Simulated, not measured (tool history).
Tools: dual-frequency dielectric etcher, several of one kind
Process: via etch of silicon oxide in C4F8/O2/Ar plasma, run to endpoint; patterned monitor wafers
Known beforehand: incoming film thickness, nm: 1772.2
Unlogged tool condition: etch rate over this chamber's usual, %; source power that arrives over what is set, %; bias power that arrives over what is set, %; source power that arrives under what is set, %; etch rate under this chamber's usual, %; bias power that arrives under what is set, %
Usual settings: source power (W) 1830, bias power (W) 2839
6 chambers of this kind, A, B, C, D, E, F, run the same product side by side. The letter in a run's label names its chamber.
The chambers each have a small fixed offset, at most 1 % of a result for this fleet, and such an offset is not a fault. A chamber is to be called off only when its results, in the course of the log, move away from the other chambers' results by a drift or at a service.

| run | hour | source power (W) | bias power (W) | hours since the last wet clean | hours since the last source power generator calibration | hours since the last bias power generator calibration | endpoint time (s) |
|---|---|---|---|---|---|---|---|
| 1E | 5.6 | 1830 | 2839 | 318.1 | 437.6 | 1821 | 325.87 |
|  | 5.7 | chamber C: bias power generator calibrated |
| 2F | 10.8 | 1830 | 2839 | 106.7 | 1954.7 | 2221.8 | 325.67 |
| 3B | 17 | 1830 | 2839 | 385 | 2246 | 194.8 | 328.53 |
| 4A | 22.8 | 1830 | 2839 | 365.6 | 145.4 | 2300.3 | 323.97 |
|  | 24.4 | chamber B: wet clean of the chamber |
| 5C | 29.2 | 1830 | 2839 | 292.3 | 2783.2 | 23.6 | 324.76 |
|  | 33.6 | chamber E: bias power generator calibrated |
| 6D | 34.8 | 1830 | 2839 | 328 | 481.1 | 3726 | 329.34 |
| 7A | 39.6 | 1830 | 2839 | 382.4 | 162.2 | 2317.1 | 324.01 |
| 8C | 45.3 | 1830 | 2839 | 308.4 | 2799.3 | 39.7 | 325.09 |
| 9D | 48.9 | 1830 | 2839 | 342.1 | 495.2 | 3740.1 | 326.22 |
| 10B | 54.1 | 1500 | 2596 | 29.8 | 2283.1 | 231.9 | 366.1 |
| 11F | 60.3 | 1500 | 2596 | 156.2 | 2004.2 | 2271.3 | 365.88 |
| 12E | 65.5 | 1500 | 2596 | 378 | 497.5 | 31.9 | 360.82 |
| 13A | 72.9 | 1500 | 2596 | 415.7 | 195.5 | 2350.4 | 358.55 |
| 14E | 78.5 | 1500 | 2596 | 391 | 510.5 | 44.9 | 362 |
|  | 81 | chamber B: source power generator calibrated |
| 15D | 83.7 | 1500 | 2596 | 376.9 | 530 | 3774.9 | 360.12 |
| 16C | 89.5 | 1830 | 2839 | 352.6 | 2843.5 | 83.9 | 326.95 |
| 17B | 96.3 | 1830 | 2839 | 72 | 15.3 | 274.1 | 326.96 |
| 18F | 100.6 | 1830 | 2839 | 196.5 | 2044.5 | 2311.6 | 322.04 |
| 19D | 106.1 | 1830 | 2839 | 399.3 | 552.4 | 3797.3 | 324.26 |
| 20F | 113.7 | 1830 | 2839 | 209.6 | 2057.6 | 2324.7 | 325.79 |
| 21A | 121 | 1830 | 2839 | 463.8 | 243.6 | 2398.5 | 323.16 |
| 22B | 126.2 | 1830 | 2839 | 101.9 | 45.2 | 304 | 327.61 |
| 23C | 130.5 | 1830 | 2839 | 393.6 | 2884.5 | 124.9 | 327.74 |
| 24E | 138.2 | 1830 | 2839 | 450.7 | 570.2 | 104.6 | 328.3 |
| 25C | 144.5 | 1490 | 2537 | 407.6 | 2898.5 | 138.9 | 361.19 |
| 26E | 151.6 | 1490 | 2537 | 464.1 | 583.6 | 118 | 364.4 |
| 27F | 155.3 | 1490 | 2537 | 251.2 | 2099.2 | 2366.3 | 368.47 |
| 28A | 159.7 | 1490 | 2537 | 502.5 | 282.3 | 2437.2 | 357.75 |
| 29B | 163.3 | 1490 | 2537 | 139 | 82.3 | 341.1 | 370.48 |
| 30D | 170.8 | 1490 | 2537 | 464 | 617.1 | 3862 | 370.83 |
| 31B | 178.1 | 1380 | 2313 | 153.8 | 97.1 | 355.9 | 383.67 |
| 32C | 184.9 | 1380 | 2313 | 448 | 2938.9 | 179.3 | 385.48 |
| 33E | 188.6 | 1380 | 2313 | 501.1 | 620.6 | 155 | 385.81 |
| 34F | 195.1 | 1380 | 2313 | 291 | 2139 | 2406.1 | 389 |
| 35D | 202.9 | 1380 | 2313 | 496.1 | 649.2 | 3894.1 | 389.23 |
| 36A | 209 | 1380 | 2313 | 551.8 | 331.6 | 2486.5 | 375.86 |
| 37E | 215.6 | 1830 | 2839 | 528.1 | 647.6 | 182 | 326.71 |
| 38A | 222.6 | 1830 | 2839 | 565.4 | 345.2 | 2500.1 | 316.43 |
| 39F | 229.7 | 1830 | 2839 | 325.6 | 2173.6 | 2440.7 | 323.26 |
| 40B | 234 | 1830 | 2839 | 209.7 | 153 | 411.8 | 328.63 |
| 41C | 238.5 | 1830 | 2839 | 501.6 | 2992.5 | 232.9 | 328.53 |

For the next run the whole fleet of 6 chambers uses the same settings. Give each chamber's results:
| 42A | 244.1 | 1830 | 2839 |  |  |  | ? |
| 42B | 244.1 | 1830 | 2839 |  |  |  | ? |
| 42C | 244.1 | 1830 | 2839 |  |  |  | ? |
| 42D | 244.1 | 1830 | 2839 |  |  |  | ? |
| 42E | 244.1 | 1830 | 2839 |  |  |  | ? |
| 42F | 244.1 | 1830 | 2839 |  |  |  | ? |

| run | endpoint time (s) |
|---|---|
| 42A | 311.89 |
| 42B | 326.77 |
| 42C | 326.43 |
| 42D | 329.42 |
| 42E | 325.99 |
| 42F | 327.29 |
